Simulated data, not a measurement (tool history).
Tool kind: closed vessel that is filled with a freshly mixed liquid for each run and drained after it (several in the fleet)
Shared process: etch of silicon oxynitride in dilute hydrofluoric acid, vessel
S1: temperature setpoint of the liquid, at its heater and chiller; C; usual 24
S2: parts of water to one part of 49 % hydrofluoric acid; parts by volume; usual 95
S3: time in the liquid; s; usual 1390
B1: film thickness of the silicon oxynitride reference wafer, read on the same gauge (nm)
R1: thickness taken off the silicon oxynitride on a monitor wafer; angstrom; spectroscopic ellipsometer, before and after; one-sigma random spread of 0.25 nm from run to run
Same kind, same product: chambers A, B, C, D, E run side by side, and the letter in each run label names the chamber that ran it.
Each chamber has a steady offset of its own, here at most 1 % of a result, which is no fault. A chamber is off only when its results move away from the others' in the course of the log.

Run 1B, day 0.283: usual settings; B1 80.004. Result: R1 329.45 angstrom.
Run 2E, day 0.638: usual settings; B1 79.995. Result: R1 329.94 angstrom.
Run 3C, day 0.883: usual settings; B1 80.026. Result: R1 330.19 angstrom.
Run 4D, day 1.2: usual settings; B1 79.977. Result: R1 326.23 angstrom.
Run 5A, day 1.583: usual settings; B1 80.002. Result: R1 331.94 angstrom.
Run 6E, day 1.775: usual settings; B1 79.981. Result: R1 332.28 angstrom.
Run 7B, day 2.108: usual settings; B1 80.003. Result: R1 329.32 angstrom.
Run 8C, day 2.488: usual settings; B1 80.014. Result: R1 329.22 angstrom.
Run 9D, day 2.762: usual settings; B1 80.012. Result: R1 330.05 angstrom.
Run 10A, day 3.033: usual settings; B1 80.016. Result: R1 330.55 angstrom.
At day 3.171: chamber C: thermometer replaced.
Run 11D, day 3.338: usual settings; B1 80.001. Result: R1 328.32 angstrom.
Run 12E, day 3.721: usual settings; B1 79.993. Result: R1 323.25 angstrom.
Run 13A, day 4.162: usual settings; B1 80.012. Result: R1 333.83 angstrom.
Run 14B, day 4.483: usual settings; B1 80.003. Result: R1 329.71 angstrom.
Run 15C, day 4.833: usual settings; B1 80.007. Result: R1 325.66 angstrom.
Run 16A, day 5.162: usual settings but S2 140 parts by volume, S3 670 s; B1 80.003. Result: R1 103.51 angstrom.
Run 17B, day 5.571: usual settings but S2 140 parts by volume, S3 670 s; B1 80.005. Result: R1 102.59 angstrom.
Run 18E, day 5.862: usual settings but S2 140 parts by volume, S3 670 s; B1 79.996. Result: R1 100.65 angstrom.
Run 19C, day 6.2: usual settings but S2 140 parts by volume, S3 670 s; B1 79.992. Result: R1 103.81 angstrom.
Run 20D, day 6.471: usual settings but S2 140 parts by volume, S3 670 s; B1 80.007. Result: R1 102.94 angstrom.
Run 21A, day 6.733: usual settings; B1 80. Result: R1 332.9 angstrom.
Run 22D, day 7.125: usual settings; B1 79.984. Result: R1 332.59 angstrom.
Run 23C, day 7.529: usual settings; B1 80.001. Result: R1 327.89 angstrom.
At day 7.75: chamber A: thermometer replaced.
Run 24E, day 7.808: usual settings; B1 79.994. Result: R1 312.84 angstrom.
Run 25B, day 8.196: usual settings; B1 79.977. Result: R1 333.62 angstrom.
Run 26E, day 8.496: usual settings; B1 79.988. Result: R1 304.39 angstrom.
Run 27C, day 8.708: usual settings; B1 80.012. Result: R1 331.78 angstrom.
Run 28A, day 9.092: usual settings; B1 80.021. Result: R1 331.27 angstrom.
Run 29D, day 9.308: usual settings but S1 28 C, S3 810 s; B1 80.003. Result: R1 235.07 angstrom.
Run 30B, day 9.567: usual settings but S1 28 C, S3 810 s; B1 79.989. Result: R1 233.43 angstrom.
Run 31E, day 9.933: usual settings but S1 28 C, S3 810 s; B1 79.986. Result: R1 211.83 angstrom.
Run 32C, day 10.175: usual settings but S1 28 C, S3 810 s; B1 80.002. Result: R1 232 angstrom.
Run 33A, day 10.583: usual settings but S1 28 C, S3 810 s; B1 80.042. Result: R1 231.59 angstrom.

Does one chamber stand apart from the rest, does the shared gauge drift, or is all well apart from small per-chamber offsets? Give the chamber and the most likely cause, where there is one.

It is chamber E that slowly wanders off from its peers.
What lies behind it: hydrofluoric acid flow below the setpoint (%) = 8.89.
With only this log, it may be confused with: liquid colder than its thermometer reads (K).

Here are 4 candidates for chamber E's next run, each the usual settings with a change, their results left as question marks. Which one brings its results back in line with what the others give on the usual settings?
Counts as in line when no further than this from what the other chambers average on the usual settings: R1 8.6 angstrom
Run 34E-1, day 10.9: usual settings but S2 90 parts by volume, S3 1460 s. Result: R1 ?.
Run 34E-2, day 10.9: usual settings but S1 22 C. Result: R1 ?.
Run 34E-3, day 10.9: usual settings but S1 24.5 C, S2 80 parts by volume. Result: R1 ?.
Run 34E-4, day 10.9: usual settings but S3 1140 s. Result: R1 ?.

Other chambers, usual settings, mean: R1 330.16 angstrom
  run      R1
34E-1  332.72
34E-2  271.47
34E-3  367.74
34E-4  245.21
34E-1 brings the chamber back in line.
